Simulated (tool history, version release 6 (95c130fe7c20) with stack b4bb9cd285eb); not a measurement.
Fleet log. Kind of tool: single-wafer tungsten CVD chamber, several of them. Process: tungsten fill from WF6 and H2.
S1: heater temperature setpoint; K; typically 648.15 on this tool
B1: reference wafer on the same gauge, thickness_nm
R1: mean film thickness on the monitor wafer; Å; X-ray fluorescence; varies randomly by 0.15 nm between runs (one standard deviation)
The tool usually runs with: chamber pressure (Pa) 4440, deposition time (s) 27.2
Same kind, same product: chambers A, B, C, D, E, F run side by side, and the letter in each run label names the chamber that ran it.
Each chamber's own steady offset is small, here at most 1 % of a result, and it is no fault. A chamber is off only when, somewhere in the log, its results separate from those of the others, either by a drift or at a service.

{"run": "1D", "hour": 6.1, "S1": 648.15, "chamber pressure (Pa)": 4440, "deposition time (s)": 27.2, "B1": 53.211, "R1": 505.17}
{"run": "2B", "hour": 12.2, "S1": 648.15, "chamber pressure (Pa)": 4440, "deposition time (s)": 27.2, "B1": 53.175, "R1": 512.64}
{"run": "3E", "hour": 21.4, "S1": 648.15, "chamber pressure (Pa)": 4440, "deposition time (s)": 27.2, "B1": 53.213, "R1": 513.24}
{"run": "4F", "hour": 29.0, "S1": 648.15, "chamber pressure (Pa)": 4440, "deposition time (s)": 27.2, "B1": 53.164, "R1": 512.85}
{"run": "5C", "hour": 37.2, "S1": 648.15, "chamber pressure (Pa)": 4440, "deposition time (s)": 27.2, "B1": 53.216, "R1": 511.96}
{"run": "6A", "hour": 45.7, "S1": 648.15, "chamber pressure (Pa)": 4440, "deposition time (s)": 27.2, "B1": 53.218, "R1": 508.04}
{"run": "7A", "hour": 52.6, "S1": 648.15, "chamber pressure (Pa)": 4440, "deposition time (s)": 27.2, "B1": 53.19, "R1": 507.62}
{"run": "8B", "hour": 57.5, "S1": 648.15, "chamber pressure (Pa)": 4440, "deposition time (s)": 27.2, "B1": 53.205, "R1": 512.88}
{"hour": 58.4, "done": "chamber F: capacitance manometer re-zeroed and calibrated"}
{"run": "9C", "hour": 64.9, "S1": 659.15, "chamber pressure (Pa)": 4440, "deposition time (s)": 27.2, "B1": 53.214, "R1": 639.46}
{"run": "10F", "hour": 69.7, "S1": 659.15, "chamber pressure (Pa)": 4440, "deposition time (s)": 27.2, "B1": 53.19, "R1": 641.5}
{"run": "11D", "hour": 78.6, "S1": 659.15, "chamber pressure (Pa)": 4440, "deposition time (s)": 27.2, "B1": 53.177, "R1": 627.92}
{"run": "12E", "hour": 83.4, "S1": 659.15, "chamber pressure (Pa)": 4440, "deposition time (s)": 27.2, "B1": 53.212, "R1": 637.32}
{"hour": 84.6, "done": "chamber D: capacitance manometer re-zeroed and calibrated"}
{"run": "13B", "hour": 91.1, "S1": 659.15, "chamber pressure (Pa)": 4440, "deposition time (s)": 27.2, "B1": 53.167, "R1": 638.75}
{"run": "14E", "hour": 98.8, "S1": 659.15, "chamber pressure (Pa)": 4440, "deposition time (s)": 27.2, "B1": 53.181, "R1": 638.66}
{"run": "15D", "hour": 108.2, "S1": 655.15, "chamber pressure (Pa)": 4440, "deposition time (s)": 25.3, "B1": 53.203, "R1": 542.55}
{"run": "16F", "hour": 113.3, "S1": 655.15, "chamber pressure (Pa)": 4440, "deposition time (s)": 25.3, "B1": 53.194, "R1": 548.55}
{"run": "17C", "hour": 122.6, "S1": 655.15, "chamber pressure (Pa)": 4440, "deposition time (s)": 25.3, "B1": 53.205, "R1": 549.81}
{"run": "18A", "hour": 126.9, "S1": 655.15, "chamber pressure (Pa)": 4440, "deposition time (s)": 25.3, "B1": 53.21, "R1": 544.42}
{"run": "19E", "hour": 135.4, "S1": 655.15, "chamber pressure (Pa)": 4440, "deposition time (s)": 25.3, "B1": 53.227, "R1": 545.29}
{"run": "20F", "hour": 142.1, "S1": 655.15, "chamber pressure (Pa)": 4440, "deposition time (s)": 25.3, "B1": 53.193, "R1": 546.48}
{"run": "21B", "hour": 147.5, "S1": 648.15, "chamber pressure (Pa)": 4440, "deposition time (s)": 27.2, "B1": 53.193, "R1": 511.77}
{"run": "22A", "hour": 154.2, "S1": 648.15, "chamber pressure (Pa)": 4440, "deposition time (s)": 27.2, "B1": 53.179, "R1": 505.72}
{"run": "23C", "hour": 161.9, "S1": 648.15, "chamber pressure (Pa)": 4440, "deposition time (s)": 27.2, "B1": 53.202, "R1": 510.33}
{"run": "24D", "hour": 166.5, "S1": 648.15, "chamber pressure (Pa)": 4440, "deposition time (s)": 27.2, "B1": 53.185, "R1": 507.7}
{"run": "25C", "hour": 171.4, "S1": 648.15, "chamber pressure (Pa)": 4440, "deposition time (s)": 27.2, "B1": 53.185, "R1": 512.35}
{"run": "26A", "hour": 179.3, "S1": 640.15, "chamber pressure (Pa)": 4440, "deposition time (s)": 27.2, "B1": 53.23, "R1": 429.08}
{"run": "27E", "hour": 186.1, "S1": 640.15, "chamber pressure (Pa)": 4440, "deposition time (s)": 27.2, "B1": 53.212, "R1": 432.56}
{"run": "28F", "hour": 190.4, "S1": 640.15, "chamber pressure (Pa)": 4440, "deposition time (s)": 27.2, "B1": 53.219, "R1": 431.31}
{"run": "29D", "hour": 199.0, "S1": 640.15, "chamber pressure (Pa)": 4440, "deposition time (s)": 27.2, "B1": 53.218, "R1": 427.67}
{"run": "30B", "hour": 208.2, "S1": 640.15, "chamber pressure (Pa)": 4440, "deposition time (s)": 27.2, "B1": 53.199, "R1": 432.87}
{"run": "31E", "hour": 215.3, "S1": 640.15, "chamber pressure (Pa)": 4440, "deposition time (s)": 27.2, "B1": 53.217, "R1": 431.65}
{"run": "32D", "hour": 224.3, "S1": 663.15, "chamber pressure (Pa)": 4440, "deposition time (s)": 23.3, "B1": 53.164, "R1": 582.64}
{"run": "33B", "hour": 228.8, "S1": 663.15, "chamber pressure (Pa)": 4440, "deposition time (s)": 23.3, "B1": 53.175, "R1": 589.47}
{"run": "34C", "hour": 236.2, "S1": 663.15, "chamber pressure (Pa)": 4440, "deposition time (s)": 23.3, "B1": 53.238, "R1": 591.76}
{"run": "35F", "hour": 243.8, "S1": 663.15, "chamber pressure (Pa)": 4440, "deposition time (s)": 23.3, "B1": 53.218, "R1": 589.92}
{"run": "36A", "hour": 251.4, "S1": 663.15, "chamber pressure (Pa)": 4440, "deposition time (s)": 23.3, "B1": 53.145, "R1": 587.84}
{"run": "37A", "hour": 256.1, "S1": 663.15, "chamber pressure (Pa)": 4440, "deposition time (s)": 23.3, "B1": 53.165, "R1": 589.03}
{"run": "38D", "hour": 261.5, "S1": 648.15, "chamber pressure (Pa)": 4440, "deposition time (s)": 27.2, "B1": 53.171, "R1": 507.74}
{"run": "39C", "hour": 268.6, "S1": 648.15, "chamber pressure (Pa)": 4440, "deposition time (s)": 27.2, "B1": 53.204, "R1": 513.13}
{"run": "40B", "hour": 274.1, "S1": 648.15, "chamber pressure (Pa)": 4440, "deposition time (s)": 27.2, "B1": 53.195, "R1": 510.52}

Decide between three cases: one chamber stands off from its peers, the gauge reading all wafers drifts, or nothing is wrong past each chamber's small offset. Where a chamber is off, say which and what most likely put it there.

No chamber is off and the gauge is stable; the differences are just each chamber's small, constant offset.

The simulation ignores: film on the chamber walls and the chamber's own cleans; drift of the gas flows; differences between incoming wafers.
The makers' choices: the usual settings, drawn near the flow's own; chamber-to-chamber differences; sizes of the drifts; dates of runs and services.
